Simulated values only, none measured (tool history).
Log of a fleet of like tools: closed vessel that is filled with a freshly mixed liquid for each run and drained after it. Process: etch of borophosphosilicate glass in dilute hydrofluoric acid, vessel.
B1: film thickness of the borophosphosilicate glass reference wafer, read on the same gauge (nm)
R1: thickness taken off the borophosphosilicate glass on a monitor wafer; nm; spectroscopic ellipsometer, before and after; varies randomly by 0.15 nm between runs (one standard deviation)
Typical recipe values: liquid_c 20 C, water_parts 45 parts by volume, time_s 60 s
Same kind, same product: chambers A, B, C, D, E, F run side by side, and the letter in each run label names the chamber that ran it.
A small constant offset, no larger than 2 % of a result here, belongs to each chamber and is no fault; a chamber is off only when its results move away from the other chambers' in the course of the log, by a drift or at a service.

{"run": "1A", "day": 0.492, "liquid_c": 20, "water_parts": 45, "time_s": 60, "B1": 89.999, "R1": 44.122}
{"run": "2C", "day": 0.908, "liquid_c": 20, "water_parts": 45, "time_s": 60, "B1": 89.999, "R1": 43.923}
{"run": "3B", "day": 1.367, "liquid_c": 20, "water_parts": 45, "time_s": 60, "B1": 89.993, "R1": 44.445}
{"run": "4E", "day": 1.733, "liquid_c": 20, "water_parts": 45, "time_s": 60, "B1": 90.011, "R1": 44.934}
{"run": "5D", "day": 2.121, "liquid_c": 17, "water_parts": 40, "time_s": 60, "B1": 89.998, "R1": 44.138}
{"run": "6F", "day": 2.588, "liquid_c": 17, "water_parts": 40, "time_s": 60, "B1": 89.978, "R1": 44.321}
{"run": "7C", "day": 3.05, "liquid_c": 17, "water_parts": 40, "time_s": 60, "B1": 89.976, "R1": 43.389}
{"run": "8B", "day": 3.425, "liquid_c": 17, "water_parts": 40, "time_s": 60, "B1": 89.991, "R1": 44.219}
{"day": 3.871, "done": "chamber F: thermometer replaced"}
{"run": "9A", "day": 3.946, "liquid_c": 17, "water_parts": 40, "time_s": 60, "B1": 89.995, "R1": 44.501}
{"run": "10D", "day": 4.279, "liquid_c": 17, "water_parts": 40, "time_s": 60, "B1": 89.98, "R1": 44.143}
{"run": "11E", "day": 4.567, "liquid_c": 20, "water_parts": 45, "time_s": 60, "B1": 90.013, "R1": 45.37}
{"day": 4.775, "done": "chamber E: hydrofluoric acid flow meter replaced"}
{"run": "12F", "day": 5.025, "liquid_c": 20, "water_parts": 45, "time_s": 60, "B1": 89.992, "R1": 44.484}
{"run": "13C", "day": 5.454, "liquid_c": 20, "water_parts": 45, "time_s": 60, "B1": 90.013, "R1": 43.773}
{"run": "14A", "day": 5.946, "liquid_c": 20, "water_parts": 45, "time_s": 60, "B1": 90.004, "R1": 44.191}
{"run": "15B", "day": 6.225, "liquid_c": 20, "water_parts": 45, "time_s": 60, "B1": 89.978, "R1": 44.11}
{"run": "16F", "day": 6.483, "liquid_c": 20, "water_parts": 45, "time_s": 60, "B1": 89.994, "R1": 44.486}
{"run": "17D", "day": 6.817, "liquid_c": 17, "water_parts": 45, "time_s": 45, "B1": 90.004, "R1": 29.164}
{"run": "18E", "day": 7.212, "liquid_c": 17, "water_parts": 45, "time_s": 45, "B1": 89.992, "R1": 29.621}
{"run": "19D", "day": 7.729, "liquid_c": 17, "water_parts": 45, "time_s": 45, "B1": 90.004, "R1": 29.519}
{"run": "20F", "day": 8.025, "liquid_c": 17, "water_parts": 45, "time_s": 45, "B1": 90.026, "R1": 29.144}
{"run": "21B", "day": 8.45, "liquid_c": 17, "water_parts": 45, "time_s": 45, "B1": 89.991, "R1": 29.018}
{"run": "22A", "day": 8.9, "liquid_c": 17, "water_parts": 45, "time_s": 45, "B1": 89.988, "R1": 29.393}
{"run": "23E", "day": 9.421, "liquid_c": 20, "water_parts": 45, "time_s": 60, "B1": 89.994, "R1": 44.791}
{"run": "24C", "day": 9.808, "liquid_c": 20, "water_parts": 45, "time_s": 60, "B1": 90.007, "R1": 43.784}
{"run": "25D", "day": 10.317, "liquid_c": 20, "water_parts": 45, "time_s": 60, "B1": 89.991, "R1": 44.673}
{"run": "26A", "day": 10.642, "liquid_c": 20, "water_parts": 45, "time_s": 60, "B1": 90.012, "R1": 44.569}
{"run": "27C", "day": 11.062, "liquid_c": 20, "water_parts": 45, "time_s": 60, "B1": 89.979, "R1": 43.775}
{"run": "28B", "day": 11.5, "liquid_c": 20, "water_parts": 45, "time_s": 60, "B1": 90.007, "R1": 44.206}
{"run": "29E", "day": 12.012, "liquid_c": 20, "water_parts": 45, "time_s": 60, "B1": 89.992, "R1": 45.068}
{"run": "30F", "day": 12.442, "liquid_c": 20, "water_parts": 45, "time_s": 60, "B1": 89.993, "R1": 44.657}
{"run": "31C", "day": 12.767, "liquid_c": 20, "water_parts": 45, "time_s": 60, "B1": 90.007, "R1": 43.736}
{"run": "32A", "day": 13.008, "liquid_c": 20, "water_parts": 45, "time_s": 80, "B1": 90.011, "R1": 59.618}
{"run": "33D", "day": 13.412, "liquid_c": 20, "water_parts": 45, "time_s": 80, "B1": 90.001, "R1": 59.107}
{"run": "34F", "day": 13.817, "liquid_c": 20, "water_parts": 45, "time_s": 80, "B1": 90.008, "R1": 59.627}
{"run": "35E", "day": 14.104, "liquid_c": 20, "water_parts": 45, "time_s": 80, "B1": 90.015, "R1": 60.583}
{"run": "36B", "day": 14.604, "liquid_c": 20, "water_parts": 45, "time_s": 80, "B1": 89.98, "R1": 59.012}
{"run": "37B", "day": 15.1, "liquid_c": 20, "water_parts": 45, "time_s": 80, "B1": 90.001, "R1": 58.921}
{"run": "38F", "day": 15.533, "liquid_c": 20, "water_parts": 45, "time_s": 60, "B1": 90.01, "R1": 44.6}
{"run": "39D", "day": 15.788, "liquid_c": 20, "water_parts": 45, "time_s": 60, "B1": 89.984, "R1": 44.6}
{"run": "40C", "day": 16.271, "liquid_c": 20, "water_parts": 45, "time_s": 60, "B1": 90.0, "R1": 43.588}
{"run": "41E", "day": 16.646, "liquid_c": 20, "water_parts": 45, "time_s": 40, "B1": 90.001, "R1": 29.974}

Read the log: is a single chamber off, either drifting away or since a service, is the gauge that measures every chamber drifting, or is nothing wrong beyond small per-chamber offsets? Name any odd chamber and what most likely caused it.

All chambers stay in line apart from their small fixed offsets, and the gauge does not drift.

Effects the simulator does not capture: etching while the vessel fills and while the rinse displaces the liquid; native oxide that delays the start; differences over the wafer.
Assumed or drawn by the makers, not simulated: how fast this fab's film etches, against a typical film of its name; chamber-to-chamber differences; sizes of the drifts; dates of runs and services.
